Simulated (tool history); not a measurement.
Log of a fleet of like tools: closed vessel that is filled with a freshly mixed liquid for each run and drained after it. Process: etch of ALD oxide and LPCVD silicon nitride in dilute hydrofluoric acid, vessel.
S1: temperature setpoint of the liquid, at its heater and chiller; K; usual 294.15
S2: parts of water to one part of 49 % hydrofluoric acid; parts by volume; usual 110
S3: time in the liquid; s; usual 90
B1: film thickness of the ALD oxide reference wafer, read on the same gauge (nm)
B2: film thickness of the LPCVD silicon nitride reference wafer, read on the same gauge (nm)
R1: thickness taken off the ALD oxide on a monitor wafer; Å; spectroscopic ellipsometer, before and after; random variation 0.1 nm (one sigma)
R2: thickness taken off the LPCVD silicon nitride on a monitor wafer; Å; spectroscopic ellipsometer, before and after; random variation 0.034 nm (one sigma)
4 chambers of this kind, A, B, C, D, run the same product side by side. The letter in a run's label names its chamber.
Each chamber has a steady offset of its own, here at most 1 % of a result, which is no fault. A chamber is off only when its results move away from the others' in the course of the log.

run,hour,S1,S2,S3,B1,B2,R1,R2
1B,11.6,294.15,110,90,120.02,119.99,126.130,3.8648
2D,26.1,294.15,110,90,120.00,120.00,124.540,3.3507
3C,34.1,294.15,110,90,120.01,120.01,125.140,3.6089
4A,40.7,294.15,110,90,119.98,120.00,125.190,3.5821
5D,53.2,294.15,110,90,119.96,120.00,125.920,3.1472
6C,60.4,294.15,85,90,119.98,119.99,165.510,4.6485
7A,72.2,294.15,85,90,120.01,119.99,169.570,4.4878
8B,84.4,294.15,85,90,120.01,120.02,168.150,4.5360
9D,94.6,294.15,85,90,120.00,120.01,167.740,4.3557
# hour 101.5: chamber C: thermometer replaced
10A,104.1,294.15,110,90,120.00,119.97,128.580,3.8181
11C,113.7,294.15,110,90,119.96,119.99,125.110,3.2269
12B,124.8,294.15,110,90,119.99,120.01,125.590,3.2763
13D,135.2,294.15,110,90,120.02,120.01,126.100,3.1548
14A,147.9,294.15,110,90,119.99,120.01,128.630,3.5071
15B,157.0,294.15,110,90,119.98,119.99,127.080,4.0095
16C,167.1,294.15,110,90,119.97,119.99,126.650,4.1816
17A,178.3,294.15,110,90,120.03,119.99,127.410,3.7626
18D,185.8,294.15,110,90,119.98,120.00,126.960,3.9574
19C,195.1,294.15,110,90,120.02,120.00,125.770,3.3163
20B,203.7,298.15,110,55,120.01,120.02,90.242,2.8565
21B,211.2,298.15,110,55,119.99,120.01,89.323,2.9015
22D,221.1,298.15,110,55,120.02,119.98,92.858,2.7617
23A,233.8,298.15,110,55,120.00,120.00,90.481,2.8341
24C,244.3,294.15,110,90,119.98,120.02,124.260,3.8244
25A,254.6,294.15,110,90,120.03,119.99,127.030,3.4204
26D,266.5,294.15,110,90,119.98,120.03,131.030,3.5669
27B,278.1,294.15,110,90,119.97,120.01,127.150,3.6963
28C,286.6,294.15,110,90,120.01,119.99,124.700,3.3047
29C,292.9,294.15,110,90,120.01,119.99,124.840,3.9727
# hour 297.4: chamber A: thermometer replaced
30A,301.4,290.15,140,90,120.00,120.01,81.693,1.8394
31B,311.0,290.15,140,90,120.01,120.00,82.279,2.2834
32D,317.5,290.15,140,90,120.00,119.98,86.450,2.3030
33D,324.9,290.15,140,90,120.02,120.02,86.758,2.0245
34B,333.4,294.15,110,90,120.00,119.98,127.020,3.6896
35A,341.2,294.15,110,90,119.97,119.98,126.400,2.9840
36C,352.1,294.15,110,90,119.99,120.02,123.740,3.6139

All 4 chambers run these settings next. Forecast each chamber's results:
37A,362.5,294.15,110,90,,,?,?
37B,362.5,294.15,110,90,,,?,?
37C,362.5,294.15,110,90,,,?,?
37D,362.5,294.15,110,90,,,?,?

run,R1,R2
37A,126.880,3.2816
37B,125.520,3.2825
37C,123.570,3.4163
37D,136.050,4.2516

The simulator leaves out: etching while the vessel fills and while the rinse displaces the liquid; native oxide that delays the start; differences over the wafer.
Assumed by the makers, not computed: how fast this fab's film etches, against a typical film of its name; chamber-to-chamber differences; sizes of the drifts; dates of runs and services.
